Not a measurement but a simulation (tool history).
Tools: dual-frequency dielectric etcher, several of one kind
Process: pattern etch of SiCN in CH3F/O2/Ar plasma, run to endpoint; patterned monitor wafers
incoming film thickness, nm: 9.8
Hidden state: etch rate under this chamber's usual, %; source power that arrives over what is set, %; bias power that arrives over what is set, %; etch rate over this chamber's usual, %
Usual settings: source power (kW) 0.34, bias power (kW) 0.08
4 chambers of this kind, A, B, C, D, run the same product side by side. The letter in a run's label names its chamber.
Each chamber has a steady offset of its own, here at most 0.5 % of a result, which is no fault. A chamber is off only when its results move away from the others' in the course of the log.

| run | hour | source power (kW) | bias power (kW) | hours since the last wet clean | hours since the last source power generator calibration | hours since the last bias power generator calibration | endpoint time (s) |
|---|---|---|---|---|---|---|---|
| 1A | 8.3 | 0.34 | 0.08 | 286.7 | 4119.9 | 1232.6 | 26.635 |
| 2C | 16.8 | 0.34 | 0.08 | 79.5 | 1434.9 | 918.9 | 26.408 |
| 3D | 26 | 0.34 | 0.08 | 81.8 | 232.9 | 501.6 | 26.404 |
| 4B | 40.8 | 0.34 | 0.08 | 287.6 | 577.7 | 1131.7 | 26.594 |
| 5C | 51.4 | 0.34 | 0.08 | 114.1 | 1469.5 | 953.5 | 26.614 |
| 6D | 66.3 | 0.34 | 0.08 | 122.1 | 273.2 | 541.9 | 26.807 |
| 7B | 75.9 | 0.34 | 0.08 | 322.7 | 612.8 | 1166.8 | 26.867 |
| 8A | 90.5 | 0.26 | 0.087 | 368.9 | 4202.1 | 1314.8 | 28.663 |
| 9C | 103.3 | 0.26 | 0.087 | 166 | 1521.4 | 1005.4 | 28.532 |
| 10A | 110.2 | 0.26 | 0.087 | 388.6 | 4221.8 | 1334.5 | 28.841 |
| 11D | 124.6 | 0.26 | 0.087 | 180.4 | 331.5 | 600.2 | 28.903 |
| 12B | 136.8 | 0.38 | 0.061 | 383.6 | 673.7 | 1227.7 | 28.44 |
| 13A | 150.5 | 0.38 | 0.061 | 428.9 | 4262.1 | 1374.8 | 28.011 |
|  | 158.7 | chamber C: source power generator calibrated |
| 14C | 160.6 | 0.38 | 0.061 | 223.3 | 1.9 | 1062.7 | 28.061 |
|  | 168.4 | chamber A: source power generator calibrated |
| 15D | 170.7 | 0.38 | 0.061 | 226.5 | 377.6 | 646.3 | 28.231 |
| 16B | 186.3 | 0.34 | 0.08 | 433.1 | 723.2 | 1277.2 | 26.19 |
| 17A | 193.9 | 0.34 | 0.08 | 472.3 | 25.5 | 1418.2 | 26.606 |
| 18D | 208.6 | 0.34 | 0.08 | 264.4 | 415.5 | 684.2 | 26.596 |
| 19B | 220.3 | 0.34 | 0.08 | 467.1 | 757.2 | 1311.2 | 26.647 |
| 20C | 227.4 | 0.34 | 0.08 | 290.1 | 68.7 | 1129.5 | 26.655 |
| 21B | 239.5 | 0.34 | 0.08 | 486.3 | 776.4 | 1330.4 | 26.505 |
| 22C | 250.6 | 0.34 | 0.08 | 313.3 | 91.9 | 1152.7 | 26.389 |
| 23A | 264.4 | 0.34 | 0.08 | 542.8 | 96 | 1488.7 | 26.726 |
|  | 270.2 | chamber A: wet clean of the chamber |
| 24D | 274.9 | 0.34 | 0.08 | 330.7 | 481.8 | 750.5 | 27.006 |
| 25B | 281.8 | 0.34 | 0.08 | 528.6 | 818.7 | 1372.7 | 26.812 |
| 26A | 295.3 | 0.34 | 0.08 | 25.1 | 126.9 | 1519.6 | 26.711 |
| 27C | 307.3 | 0.34 | 0.08 | 370 | 148.6 | 1209.4 | 26.677 |
|  | 316.1 | chamber B: wet clean of the chamber |
| 28D | 316.3 | 0.34 | 0.08 | 372.1 | 523.2 | 791.9 | 26.887 |
| 29B | 330.7 | 0.27 | 0.088 | 14.6 | 867.6 | 1421.6 | 27.904 |
| 30D | 340.6 | 0.27 | 0.088 | 396.4 | 547.5 | 816.2 | 28.25 |
| 31C | 351.1 | 0.27 | 0.088 | 413.8 | 192.4 | 1253.2 | 27.809 |
| 32A | 364.4 | 0.27 | 0.088 | 94.2 | 196 | 1588.7 | 27.977 |
|  | 378.7 | chamber D: wet clean of the chamber |
| 33D | 379.2 | 0.34 | 0.08 | 0.6 | 586.1 | 854.8 | 26.74 |
| 34C | 390.6 | 0.34 | 0.08 | 453.3 | 231.9 | 1292.7 | 26.448 |
| 35B | 403 | 0.34 | 0.08 | 86.9 | 939.9 | 1493.9 | 26.244 |
| 36A | 410 | 0.27 | 0.08 | 139.8 | 241.6 | 1634.3 | 29.237 |
| 37B | 425.7 | 0.27 | 0.08 | 109.6 | 962.6 | 1516.6 | 29.017 |
|  | 428 | chamber C: wet clean of the chamber |
| 38C | 433.6 | 0.27 | 0.08 | 5.6 | 274.9 | 1335.7 | 29.024 |
| 39D | 441.1 | 0.27 | 0.08 | 62.5 | 648 | 916.7 | 29.092 |
| 40A | 455 | 0.34 | 0.08 | 184.8 | 286.6 | 1679.3 | 26.784 |
| 41C | 468.3 | 0.34 | 0.08 | 40.3 | 309.6 | 1370.4 | 26.641 |
| 42B | 478.7 | 0.34 | 0.08 | 162.6 | 1015.6 | 1569.6 | 26.385 |
| 43A | 491.5 | 0.34 | 0.08 | 221.3 | 323.1 | 1715.8 | 26.925 |

Next, every chamber runs the same settings. What will each give?
| 44A | 502.7 | 0.36 | 0.08 |  |  |  | ? |
| 44B | 502.7 | 0.36 | 0.08 |  |  |  | ? |
| 44C | 502.7 | 0.36 | 0.08 |  |  |  | ? |
| 44D | 502.7 | 0.36 | 0.08 |  |  |  | ? |

| run | endpoint time (s) |
|---|---|
| 44A | 26.167 |
| 44B | 26.113 |
| 44C | 26.097 |
| 44D | 26.082 |
